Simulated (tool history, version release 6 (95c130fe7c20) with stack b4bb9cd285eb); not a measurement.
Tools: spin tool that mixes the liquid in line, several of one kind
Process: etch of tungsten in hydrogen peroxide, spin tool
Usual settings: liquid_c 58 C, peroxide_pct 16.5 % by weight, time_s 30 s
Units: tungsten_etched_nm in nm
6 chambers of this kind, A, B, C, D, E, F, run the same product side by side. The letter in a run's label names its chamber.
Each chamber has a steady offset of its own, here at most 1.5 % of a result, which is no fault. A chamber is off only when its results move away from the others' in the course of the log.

| run | hour | liquid_c | peroxide_pct | time_s | read-back film thickness of the tungsten reference wafer, read on the same gauge (nm) | tungsten_etched_nm |
|---|---|---|---|---|---|---|
| 1C | 11.8 | 58 | 16.5 | 30 | 40.015 | 36.905 |
| 2B | 24.6 | 58 | 16.5 | 30 | 40.054 | 37.309 |
| 3F | 39.2 | 58 | 16.5 | 30 | 39.991 | 36.39 |
| 4E | 51.5 | 58 | 16.5 | 30 | 40.009 | 37.312 |
|  | 59.1 | chamber C: heated supply line repaired |
| 5A | 64.1 | 49.5 | 16.5 | 25 | 40.009 | 18.673 |
| 6D | 72.5 | 49.5 | 16.5 | 25 | 40.003 | 18.748 |
|  | 77.2 | chamber C: new drum of peroxide connected |
| 7E | 79.9 | 49.5 | 16.5 | 25 | 39.989 | 18.321 |
| 8A | 92.6 | 49.5 | 16.5 | 25 | 40.015 | 18.746 |
| 9F | 101.5 | 49.5 | 16.5 | 25 | 40.036 | 18.506 |
| 10D | 109.6 | 49.5 | 16.5 | 25 | 39.978 | 18.909 |
| 11B | 117.1 | 58 | 16.5 | 30 | 39.972 | 37.362 |
| 12C | 131.1 | 58 | 16.5 | 30 | 39.983 | 37.028 |
| 13B | 145.6 | 58 | 16.5 | 30 | 39.996 | 37.62 |
| 14E | 155.9 | 58 | 16.5 | 30 | 39.974 | 37.163 |
| 15A | 167.5 | 58 | 16.5 | 15 | 40.026 | 19.001 |
| 16D | 179.2 | 58 | 16.5 | 15 | 39.991 | 18.544 |
|  | 187.8 | chamber F: peroxide flow meter replaced |
| 17F | 190.6 | 58 | 16.5 | 15 | 40.004 | 18.341 |
| 18C | 197.1 | 58 | 16.5 | 15 | 39.957 | 18.529 |
| 19B | 207.8 | 58 | 16.5 | 15 | 39.982 | 18.725 |
| 20F | 216.4 | 58 | 16.5 | 15 | 40.019 | 18.109 |
|  | 220 | chamber F: new drum of peroxide connected |
| 21C | 227.1 | 66 | 16.5 | 30 | 40.023 | 58.471 |
| 22A | 238.1 | 66 | 16.5 | 30 | 40.025 | 58.8 |
|  | 244.8 | chamber D: peroxide flow meter replaced |
| 23E | 246.4 | 66 | 16.5 | 30 | 39.978 | 58.215 |
| 24D | 257.4 | 66 | 16.5 | 30 | 40.002 | 57.518 |
| 25F | 271.1 | 66 | 16.5 | 30 | 40.029 | 59.146 |
| 26B | 277.9 | 66 | 16.5 | 30 | 39.97 | 58.604 |
| 27D | 284.3 | 58 | 16.5 | 30 | 40.025 | 36.298 |
| 28A | 296.3 | 58 | 16.5 | 30 | 40.026 | 37.337 |
| 29E | 305.5 | 58 | 16.5 | 30 | 39.999 | 36.712 |
|  | 311.2 | chamber B: peroxide flow meter replaced |
|  | 313.8 | chamber C: peroxide flow meter replaced |
| 30C | 316 | 58 | 16.5 | 30 | 40.006 | 37.017 |
| 31A | 326.4 | 58 | 16.5 | 30 | 40.021 | 37.342 |
|  | 331.7 | chamber E: heated supply line repaired |
| 32D | 338.2 | 58 | 16.5 | 30 | 40.012 | 35.478 |
| 33E | 350.2 | 58 | 16.5 | 30 | 40.009 | 36.825 |
|  | 354 | chamber C: thermometer replaced |
| 34F | 360.8 | 58 | 16.5 | 30 | 40.011 | 36.779 |
|  | 368.2 | chamber D: heated supply line repaired |
| 35B | 372.6 | 58 | 16.5 | 30 | 40.032 | 37.109 |
| 36C | 380.9 | 58 | 16.5 | 30 | 39.992 | 36.931 |
|  | 390.2 | chamber D: new drum of peroxide connected |
| 37C | 395 | 58 | 16.5 | 30 | 40.058 | 37.104 |
| 38B | 404.5 | 58 | 16.5 | 30 | 39.978 | 36.642 |
|  | 416 | chamber A: new drum of peroxide connected |
| 39A | 417.2 | 58 | 16.5 | 30 | 40.002 | 37.691 |
| 40F | 429.3 | 58 | 16.5 | 35 | 40.027 | 43.429 |
| 41D | 436.3 | 58 | 16.5 | 35 | 39.989 | 41.096 |
| 42E | 443.7 | 58 | 16.5 | 35 | 39.967 | 42.208 |
| 43A | 452.5 | 58 | 16.5 | 35 | 39.999 | 43.678 |
| 44D | 461.2 | 58 | 16.5 | 35 | 39.991 | 40.793 |

All 6 chambers run these settings next. Forecast each chamber's results:
| 45A | 471.6 | 58 | 18.5 | 30 |  | ? |
| 45B | 471.6 | 58 | 18.5 | 30 |  | ? |
| 45C | 471.6 | 58 | 18.5 | 30 |  | ? |
| 45D | 471.6 | 58 | 18.5 | 30 |  | ? |
| 45E | 471.6 | 58 | 18.5 | 30 |  | ? |
| 45F | 471.6 | 58 | 18.5 | 30 |  | ? |

| run | tungsten_etched_nm |
|---|---|
| 45A | 39.567 |
| 45B | 39.39 |
| 45C | 39.164 |
| 45D | 37.62 |
| 45E | 38.718 |
| 45F | 39.403 |

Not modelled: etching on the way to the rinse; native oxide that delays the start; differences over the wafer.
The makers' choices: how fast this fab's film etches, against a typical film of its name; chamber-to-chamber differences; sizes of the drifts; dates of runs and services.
